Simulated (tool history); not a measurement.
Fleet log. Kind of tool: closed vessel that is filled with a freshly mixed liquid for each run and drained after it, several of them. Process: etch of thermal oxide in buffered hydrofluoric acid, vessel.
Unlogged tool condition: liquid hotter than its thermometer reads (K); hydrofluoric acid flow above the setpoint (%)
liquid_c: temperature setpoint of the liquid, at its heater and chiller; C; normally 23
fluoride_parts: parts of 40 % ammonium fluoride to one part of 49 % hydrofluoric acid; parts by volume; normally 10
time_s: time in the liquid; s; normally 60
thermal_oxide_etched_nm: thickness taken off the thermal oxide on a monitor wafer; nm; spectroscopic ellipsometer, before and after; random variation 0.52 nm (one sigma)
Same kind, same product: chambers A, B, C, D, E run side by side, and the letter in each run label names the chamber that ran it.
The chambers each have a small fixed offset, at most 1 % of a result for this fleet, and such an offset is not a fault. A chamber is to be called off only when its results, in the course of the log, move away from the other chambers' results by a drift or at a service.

run,hour,liquid_c,fluoride_parts,time_s,hours since the thermometer was replaced,hours since the hydrofluoric acid flow meter was replaced,"read-back film thickness of the thermal oxide reference wafer, read on the same gauge (nm)",thermal_oxide_etched_nm
1E,6.2,23,10,60,559.4,298.4,59.992,71.829
2D,13.2,23,10,60,75.2,843.6,59.984,71.882
3C,19.3,23,10,60,1350.1,113.5,60.001,71.155
4A,25.2,23,10,60,1959.2,1017.6,60.015,70.664
5B,32.9,23,10,60,761.9,162.2,60.02,71.498
6D,40.3,23,10,60,102.3,870.7,60.011,71.567
7E,45.7,23,10,40,598.9,337.9,60.007,47.87
8A,54.8,23,10,40,1988.8,1047.2,59.993,47.224
9C,61.2,23,10,40,1392,155.4,59.992,48.79
10B,68.3,23,10,40,797.3,197.6,59.992,47.368
11E,76.1,23,10,40,629.3,368.3,59.999,48.008
12C,83.7,23,10,60,1414.5,177.9,59.987,73.546
13A,88.1,19.5,10,60,2022.1,1080.5,59.996,58.616
14B,93.8,19.5,10,60,822.8,223.1,60.009,59.88
15D,103.2,19.5,10,60,165.2,933.6,59.99,59.827
16B,109.1,19.5,10,60,838.1,238.4,59.992,58.722
17E,118.1,19.5,10,60,671.3,410.3,60.006,58.983
18C,126.8,23,10,60,1457.6,221,60.011,73.925
19D,132,23,10,60,194,962.4,59.997,72.202
20A,139.4,23,10,60,2073.4,1131.8,59.999,71.474
21C,144.7,23,10,60,1475.5,238.9,60.007,75.746
22A,153.1,20,11.5,60,2087.1,1145.5,59.979,53.327
23E,158.9,20,11.5,60,712.1,451.1,59.987,53.14
24B,167.3,20,11.5,60,896.3,296.6,59.989,52.076
25D,173.8,20,11.5,60,235.8,1004.2,60.01,53.105
26E,181.7,20,11.5,60,734.9,473.9,60.014,53.426
27A,187.9,23,10,60,2121.9,1180.3,59.991,71.363
28C,196.5,23,10,60,1527.3,290.7,59.99,75.469
29B,205.3,23,10,60,934.3,334.6,60,71.842
30D,211.6,23,10,60,273.6,1042,59.99,71.914

Next, all 5 chambers run the settings below, one line each with question marks for the results. What does each chamber give?
31A,218.5,18.5,10,60,,,,?
31B,218.5,18.5,10,60,,,,?
31C,218.5,18.5,10,60,,,,?
31D,218.5,18.5,10,60,,,,?
31E,218.5,18.5,10,60,,,,?

run,thermal_oxide_etched_nm
31A,55.762
31B,55.772
31C,59.179
31D,56.539
31E,56.45
